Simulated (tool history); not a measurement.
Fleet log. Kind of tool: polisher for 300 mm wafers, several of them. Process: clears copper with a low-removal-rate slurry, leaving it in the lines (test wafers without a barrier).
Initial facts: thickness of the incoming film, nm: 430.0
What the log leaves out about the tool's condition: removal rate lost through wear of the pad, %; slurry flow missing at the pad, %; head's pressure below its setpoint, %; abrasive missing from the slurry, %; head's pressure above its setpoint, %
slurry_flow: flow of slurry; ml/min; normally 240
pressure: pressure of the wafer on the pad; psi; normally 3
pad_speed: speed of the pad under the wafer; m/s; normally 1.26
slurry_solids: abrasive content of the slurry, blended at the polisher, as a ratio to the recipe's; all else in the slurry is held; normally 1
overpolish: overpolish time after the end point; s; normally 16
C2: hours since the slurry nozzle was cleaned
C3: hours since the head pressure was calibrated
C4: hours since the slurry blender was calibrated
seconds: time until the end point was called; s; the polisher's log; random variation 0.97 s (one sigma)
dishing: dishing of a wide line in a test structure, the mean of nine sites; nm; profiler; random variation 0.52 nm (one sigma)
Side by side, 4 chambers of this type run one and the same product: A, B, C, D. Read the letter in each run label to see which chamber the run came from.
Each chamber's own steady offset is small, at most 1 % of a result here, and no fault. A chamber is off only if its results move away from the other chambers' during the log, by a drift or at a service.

At day 0.138: chamber B: worn pad replaced by a new one.
Run 1D, day 0.188: usual settings; wafers polished on this pad 1054; C2 439.6; C3 139; C4 33.9. Result: seconds 109.58 s, dishing 38.526 nm.
Run 2B, day 0.383: usual settings; wafers polished on this pad 46; C2 149.1; C3 1288; C4 43. Result: seconds 108.02 s, dishing 38.713 nm.
Run 3A, day 0.533: usual settings; wafers polished on this pad 547; C2 563.2; C3 809.6; C4 52.8. Result: seconds 108.33 s, dishing 38.152 nm.
Run 4C, day 0.662: usual settings; wafers polished on this pad 517; C2 148.2; C3 690.3; C4 17.9. Result: seconds 110.18 s, dishing 38.114 nm.
Run 5B, day 0.783: usual settings; wafers polished on this pad 120; C2 158.7; C3 1297.6; C4 52.6. Result: seconds 110.1 s, dishing 38.495 nm.
Run 6C, day 0.917: usual settings; wafers polished on this pad 564; C2 154.3; C3 696.4; C4 24. Result: seconds 111.33 s, dishing 38.269 nm.
Run 7D, day 1.05: usual settings; wafers polished on this pad 1215; C2 460.3; C3 159.7; C4 54.6. Result: seconds 109.86 s, dishing 37.234 nm.
Run 8A, day 1.254: usual settings; wafers polished on this pad 682; C2 580.5; C3 826.9; C4 70.1. Result: seconds 110.93 s, dishing 37.755 nm.
Run 9A, day 1.396: usual settings; wafers polished on this pad 709; C2 583.9; C3 830.3; C4 73.5. Result: seconds 106.41 s, dishing 37.45 nm.
Run 10C, day 1.621: usual settings; wafers polished on this pad 696; C2 171.2; C3 713.3; C4 40.9. Result: seconds 108.24 s, dishing 38.461 nm.
Run 11D, day 1.758: usual settings; wafers polished on this pad 1347; C2 477.3; C3 176.7; C4 71.6. Result: seconds 109.11 s, dishing 38.655 nm.
At day 1.858: chamber D: worn pad replaced by a new one.
Run 12B, day 1.933: usual settings; wafers polished on this pad 336; C2 186.3; C3 1325.2; C4 80.2. Result: seconds 109.48 s, dishing 38.356 nm.
Run 13B, day 2.158: usual settings; wafers polished on this pad 378; C2 191.7; C3 1330.6; C4 85.6. Result: seconds 108.45 s, dishing 37.829 nm.
Run 14D, day 2.267: usual settings; wafers polished on this pad 77; C2 489.5; C3 188.9; C4 83.8. Result: seconds 110.47 s, dishing 37.58 nm.
Run 15A, day 2.4: usual settings but slurry_flow 310 ml/min, pad_speed 1.66 m/s; wafers polished on this pad 896; C2 608; C3 854.4; C4 97.6. Result: seconds 80.111 s, dishing 48.052 nm.
At day 2.554: chamber A: slurry nozzle cleaned.
Run 16C, day 2.612: usual settings but slurry_flow 310 ml/min, pad_speed 1.66 m/s; wafers polished on this pad 882; C2 195; C3 737.1; C4 64.7. Result: seconds 81.716 s, dishing 47.002 nm.
Run 17D, day 2.725: usual settings but slurry_flow 310 ml/min, pad_speed 1.66 m/s; wafers polished on this pad 162; C2 500.5; C3 199.9; C4 94.8. Result: seconds 81.179 s, dishing 47.943 nm.
Run 18C, day 2.842: usual settings but slurry_flow 310 ml/min, pad_speed 1.66 m/s; wafers polished on this pad 924; C2 200.5; C3 742.6; C4 70.2. Result: seconds 83.189 s, dishing 46.822 nm.
Run 19A, day 3.029: usual settings; wafers polished on this pad 1014; C2 11.5; C3 869.5; C4 112.7. Result: seconds 109.82 s, dishing 37.625 nm.
Run 20B, day 3.133: usual settings; wafers polished on this pad 560; C2 215.1; C3 1354; C4 109. Result: seconds 109.16 s, dishing 38.319 nm.
At day 3.154: chamber A: worn pad replaced by a new one.
At day 3.2: chamber B: worn pad replaced by a new one.
Run 21C, day 3.296: usual settings but slurry_flow 315 ml/min, slurry_solids 1.3; wafers polished on this pad 1009; C2 211.4; C3 753.5; C4 81.1. Result: seconds 102.93 s, dishing 39.55 nm.
Run 22B, day 3.417: usual settings but slurry_flow 315 ml/min, slurry_solids 1.3; wafers polished on this pad 40; C2 221.9; C3 1360.8; C4 115.8. Result: seconds 99.415 s, dishing 40.788 nm.
At day 3.425: chamber A: slurry blender recalibrated.
Run 23A, day 3.612: usual settings but slurry_flow 315 ml/min, slurry_solids 1.3; wafers polished on this pad 86; C2 25.5; C3 883.5; C4 4.6. Result: seconds 99.304 s, dishing 40.217 nm.
Run 24D, day 3.775: usual settings but slurry_flow 315 ml/min, slurry_solids 1.3; wafers polished on this pad 359; C2 525.7; C3 225.1; C4 120. Result: seconds 99.65 s, dishing 41.136 nm.
At day 3.833: chamber D: slurry blender recalibrated.
Run 25A, day 3.925: usual settings; wafers polished on this pad 144; C2 33; C3 891; C4 12.1. Result: seconds 109.37 s, dishing 37.804 nm.
Run 26D, day 4.038: usual settings; wafers polished on this pad 408; C2 532; C3 231.4; C4 4.9. Result: seconds 109.51 s, dishing 37.236 nm.
Run 27B, day 4.15: usual settings; wafers polished on this pad 178; C2 239.5; C3 1378.4; C4 133.4. Result: seconds 109.89 s, dishing 38.141 nm.
Run 28C, day 4.3: usual settings but slurry_solids 1.2, overpolish 11 s; wafers polished on this pad 1197; C2 235.5; C3 777.6; C4 105.2. Result: seconds 106.23 s, dishing 28.184 nm.
At day 4.321: chamber C: slurry nozzle cleaned.
Run 29C, day 4.5: usual settings but slurry_solids 1.2, overpolish 11 s; wafers polished on this pad 1235; C2 4.3; C3 782.4; C4 110. Result: seconds 108.18 s, dishing 28.587 nm.
Run 30A, day 4.679: usual settings but slurry_solids 1.2, overpolish 11 s; wafers polished on this pad 285; C2 51.1; C3 909.1; C4 30.2. Result: seconds 104.9 s, dishing 28.74 nm.
Run 31D, day 4.783: usual settings but slurry_solids 1.2, overpolish 11 s; wafers polished on this pad 547; C2 549.9; C3 249.3; C4 22.8. Result: seconds 104.5 s, dishing 29.03 nm.
Run 32B, day 5.017: usual settings; wafers polished on this pad 340; C2 260.3; C3 1399.2; C4 154.2. Result: seconds 109.21 s, dishing 38.637 nm.
Run 33A, day 5.217: usual settings; wafers polished on this pad 386; C2 64; C3 922; C4 43.1. Result: seconds 108.27 s, dishing 38.806 nm.
Run 34D, day 5.417: usual settings; wafers polished on this pad 666; C2 565.1; C3 264.5; C4 38. Result: seconds 107.4 s, dishing 38.779 nm.
At day 5.421: chamber B: slurry blender recalibrated.
Run 35C, day 5.621: usual settings; wafers polished on this pad 1444; C2 31.2; C3 809.3; C4 136.9. Result: seconds 115.01 s, dishing 36.298 nm.
Run 36B, day 5.725: usual settings but slurry_solids 0.75; wafers polished on this pad 472; C2 277.3; C3 1416.2; C4 7.3. Result: seconds 115.29 s, dishing 36.055 nm.
Run 37C, day 5.954: usual settings but slurry_solids 0.75; wafers polished on this pad 1507; C2 39.2; C3 817.3; C4 144.9. Result: seconds 118.93 s, dishing 35.393 nm.
Run 38B, day 6.071: usual settings but slurry_solids 0.75; wafers polished on this pad 537; C2 285.6; C3 1424.5; C4 15.6. Result: seconds 115.89 s, dishing 35.716 nm.
Run 39D, day 6.221: usual settings but slurry_solids 0.75; wafers polished on this pad 816; C2 584.4; C3 283.8; C4 57.3. Result: seconds 117.38 s, dishing 36.552 nm.

All chambers now run identical settings, listed one chamber a line with results as question marks. What results will each chamber show?
Run 40A, day 6.383: usual settings. Result: seconds ?, dishing ?.
Run 40B, day 6.383: usual settings. Result: seconds ?, dishing ?.
Run 40C, day 6.383: usual settings. Result: seconds ?, dishing ?.
Run 40D, day 6.383: usual settings. Result: seconds ?, dishing ?.

run  seconds  dishing
40A   110.53    37.86
40B   110.98   38.893
40C    115.9   37.097
40D   108.14   39.505
